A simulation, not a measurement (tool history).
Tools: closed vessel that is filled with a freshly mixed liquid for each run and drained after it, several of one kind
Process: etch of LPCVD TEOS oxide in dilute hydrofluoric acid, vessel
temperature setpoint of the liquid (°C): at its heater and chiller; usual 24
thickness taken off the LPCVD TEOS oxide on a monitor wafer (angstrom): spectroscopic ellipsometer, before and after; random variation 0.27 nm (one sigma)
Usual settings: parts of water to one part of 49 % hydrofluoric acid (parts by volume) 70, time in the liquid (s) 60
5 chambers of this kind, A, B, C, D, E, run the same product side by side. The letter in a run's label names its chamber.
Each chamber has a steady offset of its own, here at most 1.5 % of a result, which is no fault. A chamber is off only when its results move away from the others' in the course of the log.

| run | hour | temperature setpoint of the liquid (°C) | parts of water to one part of 49 % hydrofluoric acid (parts by volume) | time in the liquid (s) | read-back film thickness of the LPCVD TEOS oxide reference wafer, read on the same gauge (nm) | thickness taken off the LPCVD TEOS oxide on a monitor wafer (angstrom) |
|---|---|---|---|---|---|---|
| 1E | 12 | 24 | 70 | 60 | 139.99 | 333.73 |
| 2C | 18.6 | 24 | 70 | 60 | 140.01 | 332.36 |
| 3B | 32.7 | 24 | 70 | 60 | 139.98 | 329.18 |
|  | 37.3 | chamber A: thermometer replaced |
| 4A | 39.8 | 24 | 70 | 60 | 139.99 | 333.22 |
| 5D | 47.6 | 24 | 70 | 60 | 140.01 | 335.34 |
|  | 48 | chamber A: hydrofluoric acid flow meter replaced |
| 6E | 57.1 | 24 | 70 | 60 | 140.01 | 330.5 |
| 7D | 70.8 | 24 | 70 | 60 | 140 | 334.41 |
| 8C | 85 | 24 | 70 | 60 | 140 | 326.35 |
| 9A | 95.4 | 24 | 70 | 60 | 140.01 | 335.91 |
| 10B | 107.7 | 24 | 70 | 60 | 140.01 | 329.63 |
| 11D | 118.9 | 27 | 70 | 60 | 139.99 | 376.57 |
| 12E | 127.5 | 27 | 70 | 60 | 140.02 | 372.06 |
| 13B | 134.4 | 27 | 70 | 60 | 140.03 | 373.63 |
| 14C | 148.8 | 27 | 70 | 60 | 139.97 | 372.94 |
| 15A | 157.2 | 27 | 70 | 60 | 140.02 | 370.61 |
| 16C | 166.3 | 24 | 70 | 60 | 140 | 334.37 |
| 17A | 173.4 | 24 | 70 | 60 | 140 | 328.08 |
| 18D | 184.9 | 24 | 70 | 60 | 140 | 335.77 |
| 19B | 195.7 | 21.5 | 70 | 40 | 140.01 | 203.89 |
| 20E | 209.7 | 21.5 | 70 | 40 | 140.04 | 201.09 |
|  | 216.5 | chamber E: hydrofluoric acid flow meter replaced |
| 21D | 220.8 | 21.5 | 70 | 40 | 140 | 202.79 |
| 22E | 234.8 | 21.5 | 70 | 40 | 140 | 199.28 |
| 23C | 247.6 | 21.5 | 70 | 40 | 140.03 | 197.15 |
| 24A | 261.6 | 24 | 70 | 60 | 139.99 | 330.54 |
| 25B | 268.6 | 24 | 70 | 60 | 139.98 | 342.06 |
| 26D | 279.7 | 24 | 70 | 60 | 139.99 | 339.69 |
| 27B | 287.8 | 24 | 70 | 60 | 140.01 | 342.21 |
| 28A | 299.1 | 24 | 70 | 60 | 140.02 | 330.12 |
| 29C | 308.8 | 24 | 70 | 60 | 140 | 327.97 |
| 30E | 321.1 | 26.5 | 55 | 60 | 140.02 | 478.31 |
| 31A | 329.7 | 26.5 | 55 | 60 | 140 | 483.81 |
|  | 335.5 | chamber D: hydrofluoric acid flow meter replaced |
| 32D | 342.7 | 26.5 | 55 | 60 | 140 | 474.74 |
|  | 347.5 | chamber B: thermometer replaced |
| 33E | 355.3 | 26.5 | 55 | 60 | 140.02 | 476.26 |
| 34B | 362.3 | 26.5 | 55 | 60 | 139.99 | 511.62 |
| 35C | 370.8 | 24 | 70 | 60 | 140.02 | 330.63 |
| 36D | 382.5 | 24 | 70 | 60 | 139.99 | 339.4 |
| 37A | 392.8 | 24 | 70 | 60 | 139.99 | 331.16 |
| 38E | 405.2 | 24 | 70 | 60 | 139.98 | 329.83 |
| 39B | 414.5 | 24 | 70 | 60 | 139.99 | 353.7 |
| 40C | 424 | 22 | 70 | 80 | 140.02 | 409.59 |
| 41A | 430.8 | 22 | 70 | 80 | 140.02 | 407.22 |
| 42C | 442.2 | 22 | 70 | 80 | 140.01 | 404.6 |
| 43E | 455.1 | 22 | 70 | 80 | 139.99 | 404.92 |
| 44B | 468.8 | 22 | 70 | 80 | 140.02 | 451.72 |

All 5 chambers run these settings next. Forecast each chamber's results:
| 45A | 479.4 | 24 | 100 | 60 |  | ? |
| 45B | 479.4 | 24 | 100 | 60 |  | ? |
| 45C | 479.4 | 24 | 100 | 60 |  | ? |
| 45D | 479.4 | 24 | 100 | 60 |  | ? |
| 45E | 479.4 | 24 | 100 | 60 |  | ? |

| run | thickness taken off the LPCVD TEOS oxide on a monitor wafer (angstrom) |
|---|---|
| 45A | 223.39 |
| 45B | 248.58 |
| 45C | 220.63 |
| 45D | 226.11 |
| 45E | 219.9 |
